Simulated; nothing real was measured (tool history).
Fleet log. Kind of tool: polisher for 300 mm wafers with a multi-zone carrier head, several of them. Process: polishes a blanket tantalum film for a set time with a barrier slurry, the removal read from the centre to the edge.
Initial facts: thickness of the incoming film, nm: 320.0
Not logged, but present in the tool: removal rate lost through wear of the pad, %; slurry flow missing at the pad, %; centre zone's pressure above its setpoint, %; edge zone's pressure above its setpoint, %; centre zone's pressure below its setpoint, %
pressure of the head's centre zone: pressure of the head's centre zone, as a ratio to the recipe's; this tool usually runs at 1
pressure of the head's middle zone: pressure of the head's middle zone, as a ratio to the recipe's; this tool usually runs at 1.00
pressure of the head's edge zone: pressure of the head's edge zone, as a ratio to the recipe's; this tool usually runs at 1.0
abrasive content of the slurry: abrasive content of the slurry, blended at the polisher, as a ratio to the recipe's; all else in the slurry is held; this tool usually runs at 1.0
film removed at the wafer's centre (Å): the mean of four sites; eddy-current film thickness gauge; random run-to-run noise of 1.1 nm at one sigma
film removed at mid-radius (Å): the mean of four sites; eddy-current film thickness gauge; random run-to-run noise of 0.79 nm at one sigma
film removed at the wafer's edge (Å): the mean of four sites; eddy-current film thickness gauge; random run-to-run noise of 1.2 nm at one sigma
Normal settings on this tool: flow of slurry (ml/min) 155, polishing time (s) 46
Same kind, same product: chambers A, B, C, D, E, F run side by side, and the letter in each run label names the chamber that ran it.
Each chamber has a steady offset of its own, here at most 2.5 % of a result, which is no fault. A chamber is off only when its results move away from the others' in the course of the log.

run,hour,flow of slurry (ml/min),pressure of the head's centre zone,pressure of the head's middle zone,pressure of the head's edge zone,abrasive content of the slurry,polishing time (s),wafers polished on this pad,hours since the slurry nozzle was cleaned,hours since the centre zone pressure was calibrated,hours since the edge zone pressure was calibrated,film removed at the wafer's centre (Å),film removed at mid-radius (Å),film removed at the wafer's edge (Å)
# hour 1.4: chamber E: worn pad replaced by a new one
1F,8.1,155,1,1.00,1.0,1.0,46,590,291.4,11.0,434.7,982.22,980.11,1001.20
# hour 8.4: chamber C: worn pad replaced by a new one
# hour 11.8: chamber C: slurry nozzle cleaned
2B,17.6,155,1,1.00,1.0,1.0,46,265,127.4,130.4,173.3,991.67,1005.50,960.82
3D,24.5,155,1,1.00,1.0,1.0,46,351,258.3,359.5,249.9,990.06,987.72,996.26
4A,34.7,155,1,1.00,1.0,1.0,46,340,643.8,525.4,188.4,988.22,996.51,970.76
5C,46.1,155,1,1.00,1.0,1.0,46,351,34.3,1144.2,433.9,989.18,964.97,978.20
# hour 47.6: chamber D: worn pad replaced by a new one
# hour 50.2: chamber D: centre zone pressure recalibrated
6E,52.2,155,1,1.00,1.0,1.0,46,473,365.3,295.6,203.6,982.78,978.88,968.36
7F,63.0,155,1,1.00,1.0,1.0,46,1101,346.3,65.9,489.6,979.43,986.71,983.33
# hour 67.9: chamber E: worn pad replaced by a new one
# hour 71.8: chamber B: worn pad replaced by a new one
8D,72.5,155,1,1.00,1.0,1.0,46,232,306.3,22.3,297.9,959.11,994.06,994.85
9C,79.8,155,1,1.00,1.0,1.0,46,665,68.0,1177.9,467.6,980.92,995.59,993.67
# hour 81.0: chamber F: worn pad replaced by a new one
10A,91.1,155,1,1.00,1.0,1.0,46,866,700.2,581.8,244.8,1002.30,981.10,956.00
11E,97.8,155,1,1.00,1.0,1.0,46,278,410.9,341.2,249.2,984.86,974.71,970.80
12B,105.0,155,1,1.00,1.0,1.0,46,309,214.8,217.8,260.7,977.73,997.11,961.80
13F,110.8,155,1,1.00,1.0,1.0,46,277,394.1,113.7,537.4,987.45,972.08,983.90
# hour 114.2: chamber D: worn pad replaced by a new one
14E,116.3,155,1,1.00,1.0,1.0,46,451,429.4,359.7,267.7,986.11,981.19,972.08
15B,123.4,155,1,0.91,1.1,1.0,46,481,233.2,236.2,279.1,989.36,903.76,1045.70
# hour 131.6: chamber A: slurry nozzle cleaned
16A,132.3,155,1,0.91,1.1,1.0,46,1249,0.7,623.0,286.0,1006.50,891.64,1061.90
# hour 132.4: chamber E: worn pad replaced by a new one
# hour 135.8: chamber A: worn pad replaced by a new one
17C,141.8,155,1,0.91,1.1,1.0,46,1243,130.0,1239.9,529.6,983.53,911.71,1040.50
18D,147.3,155,1,0.91,1.1,1.0,46,308,381.1,97.1,372.7,984.37,912.07,1050.00
# hour 150.4: chamber B: worn pad replaced by a new one
19D,156.7,155,1,0.91,1.1,1.0,46,395,390.5,106.5,382.1,978.17,906.45,1023.90
20E,162.0,155,1,0.91,1.1,1.0,46,276,475.1,405.4,313.4,973.46,891.89,1016.00
# hour 166.1: chamber B: slurry nozzle cleaned
# hour 166.1: chamber C: worn pad replaced by a new one
21B,174.1,155,1,1.00,1.0,1.0,46,221,8.0,286.9,329.8,1010.60,1002.30,979.18
# hour 177.2: chamber E: centre zone pressure recalibrated
22C,185.4,155,1,1.00,1.0,1.0,46,180,173.6,1283.5,573.2,980.81,978.77,984.64
# hour 187.5: chamber D: worn pad replaced by a new one
23F,195.7,155,1,1.00,1.0,1.0,46,1068,479.0,198.6,622.3,997.87,975.26,1002.40
# hour 199.4: chamber E: worn pad replaced by a new one
# hour 201.0: chamber B: edge zone pressure recalibrated
# hour 203.0: chamber F: worn pad replaced by a new one
24A,207.0,155,1,1.00,1.0,1.0,46,663,75.4,697.7,360.7,972.48,989.13,977.67
25D,214.1,155,1,1.00,1.0,1.0,46,248,447.9,163.9,439.5,982.18,986.42,989.52
# hour 222.2: chamber B: worn pad replaced by a new one
26B,223.6,155,1,1.00,1.0,1.0,46,13,57.5,336.4,22.6,983.98,982.65,937.28
27C,231.1,155,1,1.00,1.0,1.0,46,605,219.3,1329.2,618.9,973.86,979.02,979.58
28E,242.9,155,1,1.00,1.0,1.0,46,405,556.0,65.8,394.3,988.89,991.69,974.58
# hour 243.6: chamber D: worn pad replaced by a new one
# hour 244.4: chamber B: centre zone pressure recalibrated
29F,252.8,155,1,1.00,1.0,1.0,46,464,536.1,255.7,679.4,1006.50,971.47,997.56
30A,264.4,155,1,1.00,1.0,1.0,46,1198,132.8,755.1,418.1,996.26,984.55,962.73
# hour 265.3: chamber A: worn pad replaced by a new one
# hour 266.8: chamber E: worn pad replaced by a new one
31E,274.9,155,1,1.00,1.0,0.7,55,75,588.0,97.8,426.3,1051.20,1046.20,1049.60
32F,284.2,155,1,1.00,1.0,0.7,55,756,567.5,287.1,710.8,1048.50,1040.70,1041.10
33D,296.3,155,1,1.00,1.0,0.7,55,491,530.1,246.1,521.7,1060.60,1051.90,1062.10
# hour 298.1: chamber B: worn pad replaced by a new one
34A,307.5,155,1,1.00,1.0,0.7,55,393,175.9,798.2,461.2,1054.90,1049.60,1040.90
# hour 309.6: chamber C: worn pad replaced by a new one
35B,318.0,155,1,1.00,1.0,0.7,55,186,151.9,73.7,117.0,1063.00,1063.70,1060.90
36C,324.0,155,1,1.00,1.0,0.7,55,134,312.2,1422.1,711.8,1029.80,1055.00,1061.40

Has any chamber moved away from the others, gradually or after a service, or does the common gauge drift, or do the chambers differ only by their own small steady offsets? State the chamber and the most likely cause if one applies.

All chambers stay in line apart from their small fixed offsets, and the gauge does not drift.
